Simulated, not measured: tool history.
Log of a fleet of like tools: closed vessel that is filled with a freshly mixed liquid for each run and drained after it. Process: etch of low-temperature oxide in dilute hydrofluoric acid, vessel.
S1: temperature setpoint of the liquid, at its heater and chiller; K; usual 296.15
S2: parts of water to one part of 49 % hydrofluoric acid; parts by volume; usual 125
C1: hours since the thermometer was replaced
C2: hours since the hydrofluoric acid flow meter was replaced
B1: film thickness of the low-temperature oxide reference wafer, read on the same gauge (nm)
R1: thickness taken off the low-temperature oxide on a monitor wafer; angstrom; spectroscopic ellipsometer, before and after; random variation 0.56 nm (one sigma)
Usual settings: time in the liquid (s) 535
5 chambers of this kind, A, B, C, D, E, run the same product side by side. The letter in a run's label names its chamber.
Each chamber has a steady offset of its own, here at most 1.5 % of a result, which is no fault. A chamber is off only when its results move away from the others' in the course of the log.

run 1E day=0.138 | S1=296.15 S2=125 time_in_the_liquid_(s)=535 | C1=1359.2 C2=340.6 | B1=90.021 | R1=605.19
run 2C day=0.296 | S1=296.15 S2=125 time_in_the_liquid_(s)=535 | C1=1534.5 C2=678.7 | B1=90.019 | R1=592.64
run 3D day=0.483 | S1=296.15 S2=125 time_in_the_liquid_(s)=535 | C1=1017.1 C2=276.0 | B1=90.024 | R1=588.54
run 4B day=0.683 | S1=296.15 S2=125 time_in_the_liquid_(s)=535 | C1=511.9 C2=864.4 | B1=89.996 | R1=597.27
run 5A day=0.796 | S1=296.15 S2=125 time_in_the_liquid_(s)=535 | C1=1027.2 C2=657.5 | B1=90.023 | R1=587.66
run 6C day=0.967 | S1=296.15 S2=125 time_in_the_liquid_(s)=765 | C1=1550.6 C2=694.8 | B1=89.978 | R1=855.88
run 7A day=1.125 | S1=296.15 S2=125 time_in_the_liquid_(s)=765 | C1=1035.1 C2=665.4 | B1=89.984 | R1=858.72
run 8B day=1.283 | S1=296.15 S2=125 time_in_the_liquid_(s)=765 | C1=526.3 C2=878.8 | B1=89.999 | R1=826.50
run 9E day=1.446 | S1=296.15 S2=125 time_in_the_liquid_(s)=765 | C1=1390.6 C2=372.0 | B1=89.955 | R1=861.43
run 10D day=1.562 | S1=296.15 S2=125 time_in_the_liquid_(s)=765 | C1=1043.0 C2=301.9 | B1=90.059 | R1=849.07
run 11B day=1.704 | S1=296.15 S2=125 time_in_the_liquid_(s)=535 | C1=536.4 C2=888.9 | B1=90.029 | R1=577.15
run 12A day=1.879 | S1=296.15 S2=100 time_in_the_liquid_(s)=535 | C1=1053.2 C2=683.5 | B1=90.001 | R1=756.14
run 13C day=2.104 | S1=296.15 S2=100 time_in_the_liquid_(s)=535 | C1=1577.9 C2=722.1 | B1=90.033 | R1=753.64
run 14E day=2.308 | S1=296.15 S2=100 time_in_the_liquid_(s)=535 | C1=1411.3 C2=392.7 | B1=89.979 | R1=767.60
run 15D day=2.521 | S1=296.15 S2=100 time_in_the_liquid_(s)=535 | C1=1066.0 C2=324.9 | B1=89.992 | R1=767.32
run 16C day=2.721 | S1=296.15 S2=100 time_in_the_liquid_(s)=535 | C1=1592.7 C2=736.9 | B1=89.988 | R1=757.17
run 17B day=2.867 | S1=298.65 S2=125 time_in_the_liquid_(s)=535 | C1=564.3 C2=916.8 | B1=90.037 | R1=620.33
run 18A day=3.096 | S1=298.65 S2=125 time_in_the_liquid_(s)=535 | C1=1082.4 C2=712.7 | B1=90.038 | R1=646.81
run 19E day=3.304 | S1=298.65 S2=125 time_in_the_liquid_(s)=535 | C1=1435.2 C2=416.6 | B1=89.989 | R1=661.35
run 20D day=3.500 | S1=298.65 S2=125 time_in_the_liquid_(s)=535 | C1=1089.5 C2=348.4 | B1=89.995 | R1=649.00
run 21B day=3.667 | S1=298.65 S2=125 time_in_the_liquid_(s)=535 | C1=583.5 C2=936.0 | B1=89.976 | R1=624.96
run 22A day=3.779 | S1=296.15 S2=125 time_in_the_liquid_(s)=535 | C1=1098.8 C2=729.1 | B1=90.013 | R1=589.61
run 23C day=3.896 | S1=296.15 S2=125 time_in_the_liquid_(s)=535 | C1=1620.9 C2=765.1 | B1=90.006 | R1=584.78
run 24D day=4.133 | S1=296.15 S2=125 time_in_the_liquid_(s)=535 | C1=1104.7 C2=363.6 | B1=89.981 | R1=589.16
run 25E day=4.304 | S1=296.15 S2=125 time_in_the_liquid_(s)=535 | C1=1459.2 C2=440.6 | B1=90.009 | R1=601.87
run 26E day=4.442 | S1=296.15 S2=125 time_in_the_liquid_(s)=535 | C1=1462.5 C2=443.9 | B1=90.003 | R1=600.81
run 27D day=4.583 | S1=296.15 S2=125 time_in_the_liquid_(s)=535 | C1=1115.5 C2=374.4 | B1=89.983 | R1=596.18
-- day=4.712 chamber C: hydrofluoric acid flow meter replaced
run 28C day=4.750 | S1=296.15 S2=125 time_in_the_liquid_(s)=535 | C1=1641.4 C2=1.0 | B1=89.971 | R1=593.73
run 29A day=4.979 | S1=296.15 S2=125 time_in_the_liquid_(s)=535 | C1=1127.6 C2=757.9 | B1=89.992 | R1=595.98
run 30B day=5.092 | S1=296.15 S2=125 time_in_the_liquid_(s)=535 | C1=617.7 C2=970.2 | B1=90.021 | R1=539.80
run 31B day=5.321 | S1=296.15 S2=125 time_in_the_liquid_(s)=535 | C1=623.2 C2=975.7 | B1=89.992 | R1=548.97
run 32E day=5.471 | S1=296.15 S2=125 time_in_the_liquid_(s)=535 | C1=1487.2 C2=468.6 | B1=90.013 | R1=614.34
run 33D day=5.679 | S1=296.15 S2=125 time_in_the_liquid_(s)=535 | C1=1141.8 C2=400.7 | B1=89.992 | R1=590.31
run 34A day=5.833 | S1=296.15 S2=125 time_in_the_liquid_(s)=535 | C1=1148.1 C2=778.4 | B1=90.012 | R1=590.80
run 35C day=5.950 | S1=296.15 S2=125 time_in_the_liquid_(s)=805 | C1=1670.2 C2=29.8 | B1=90.013 | R1=885.32
run 36A day=6.121 | S1=296.15 S2=125 time_in_the_liquid_(s)=805 | C1=1155.0 C2=785.3 | B1=89.977 | R1=887.57
run 37C day=6.246 | S1=296.15 S2=125 time_in_the_liquid_(s)=805 | C1=1677.3 C2=36.9 | B1=89.994 | R1=888.43
run 38E day=6.450 | S1=296.15 S2=125 time_in_the_liquid_(s)=805 | C1=1510.7 C2=492.1 | B1=89.970 | R1=904.22
run 39B day=6.558 | S1=296.15 S2=125 time_in_the_liquid_(s)=805 | C1=652.9 C2=1005.4 | B1=89.965 | R1=795.68
run 40D day=6.692 | S1=296.15 S2=125 time_in_the_liquid_(s)=535 | C1=1166.1 C2=425.0 | B1=89.985 | R1=587.99
run 41B day=6.821 | S1=296.15 S2=125 time_in_the_liquid_(s)=535 | C1=659.2 C2=1011.7 | B1=90.022 | R1=537.11
run 42E day=6.971 | S1=296.15 S2=165 time_in_the_liquid_(s)=535 | C1=1523.2 C2=504.6 | B1=90.017 | R1=437.35

Is one chamber off against the others, does the gauge drift, or is nothing wrong? If a chamber is off, say which, and what the likeliest cause is.

Chamber B drifts away from the others.
Cause: hydrofluoric acid flow below the setpoint (%) = 10.8.

Here are 4 candidates for chamber B's next run, each the usual settings with a change, their results left as question marks. Which one brings its results back in line with what the others give on the usual settings?
In line means no further than this from the other chambers' mean on the usual settings: R1 20.00 angstrom
run 43B-1 day=7.150 | S1=296.15 S2=130 time_in_the_liquid_(s)=495 | R1=?
run 43B-2 day=7.150 | S1=298.15 S2=125 time_in_the_liquid_(s)=535 | R1=?
run 43B-3 day=7.150 | S1=296.15 S2=120 time_in_the_liquid_(s)=575 | R1=?
run 43B-4 day=7.150 | S1=296.15 S2=130 time_in_the_liquid_(s)=520 | R1=?

The other chambers' mean on the usual settings: R1 596.70 angstrom
run=43B-1 R1=459.96
run=43B-2 R1=561.50
run=43B-3 R1=586.71
run=43B-4 R1=483.19
43B-3 brings the chamber back in line.

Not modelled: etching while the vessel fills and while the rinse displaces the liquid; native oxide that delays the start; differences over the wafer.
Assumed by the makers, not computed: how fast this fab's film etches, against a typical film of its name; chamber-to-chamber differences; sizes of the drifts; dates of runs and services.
